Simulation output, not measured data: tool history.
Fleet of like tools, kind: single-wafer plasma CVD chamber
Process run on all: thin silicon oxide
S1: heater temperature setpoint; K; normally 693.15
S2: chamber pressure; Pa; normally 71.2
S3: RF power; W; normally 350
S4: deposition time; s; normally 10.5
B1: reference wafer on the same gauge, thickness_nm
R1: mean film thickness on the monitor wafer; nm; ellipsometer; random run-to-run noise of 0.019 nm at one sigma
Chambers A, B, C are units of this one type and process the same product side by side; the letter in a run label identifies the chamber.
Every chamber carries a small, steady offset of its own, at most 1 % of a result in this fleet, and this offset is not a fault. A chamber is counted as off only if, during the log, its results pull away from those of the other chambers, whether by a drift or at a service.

run	hour	S1	S2	S3	S4	B1	R1
# hour 2.1: chamber A: thermocouple changed; heater temperature recalibrated
1A	10.3	693.15	71.2	350	10.5	15.302	13.215
# hour 19.4: chamber C: RF generator calibrated
2C	21	693.15	71.2	350	10.5	15.312	13.292
3B	26.2	693.15	71.2	350	10.5	15.31	13.172
4B	36	693.15	71.2	350	10.5	15.316	13.212
5C	41.1	693.15	71.2	350	10.5	15.317	13.297
6A	50.2	693.15	71.2	350	10.5	15.322	13.245
7C	58.6	693.15	71.2	350	10.5	15.325	13.284
8A	68.1	693.15	71.2	350	10.5	15.325	13.195
9B	76.6	693.15	71.2	350	10.5	15.334	13.208
10B	82.8	693.15	71.2	350	10.5	15.338	13.215
11A	90.4	693.15	71.2	350	10.5	15.339	13.258
12C	101	693.15	71.2	350	10.5	15.345	13.294
13B	107.6	693.15	71.2	350	10.5	15.342	13.224
14A	113.3	693.15	71.2	350	10.5	15.351	13.25
15C	123.7	693.15	71.2	350	10.5	15.35	13.301
16A	132.3	693.15	71.2	350	10.5	15.351	13.272
17B	137.4	693.15	71.2	350	10.5	15.357	13.244
# hour 140.2: chamber C: capacitance manometer re-zeroed and calibrated
18C	143.3	693.15	71.2	350	10.5	15.36	13.307
19B	149.6	693.15	71.2	350	10.5	15.361	13.258
# hour 151: chamber B: RF generator calibrated
20C	158	693.15	71.2	350	10.5	15.363	13.331
21A	164.3	693.15	71.2	350	10.5	15.367	13.297
22C	171.9	693.15	71.2	350	10.5	15.373	13.347
23A	182.7	693.15	71.2	350	10.5	15.374	13.274
24B	187.5	693.15	71.2	310	10.5	15.381	12.611
25A	196.9	693.15	71.2	310	10.5	15.381	12.642
26B	202.7	693.15	71.2	310	10.5	15.383	12.599
27C	211.3	693.15	71.2	350	10.5	15.385	13.345

Is one chamber off against the others, does the gauge drift, or is nothing wrong? If a chamber is off, say which, and what the likeliest cause is.

No chamber is off; the gauge reading every chamber's wafers drifts, which makes the whole fleet appear to move together.
Likeliest cause: gauge reads high (%) = 0.611.
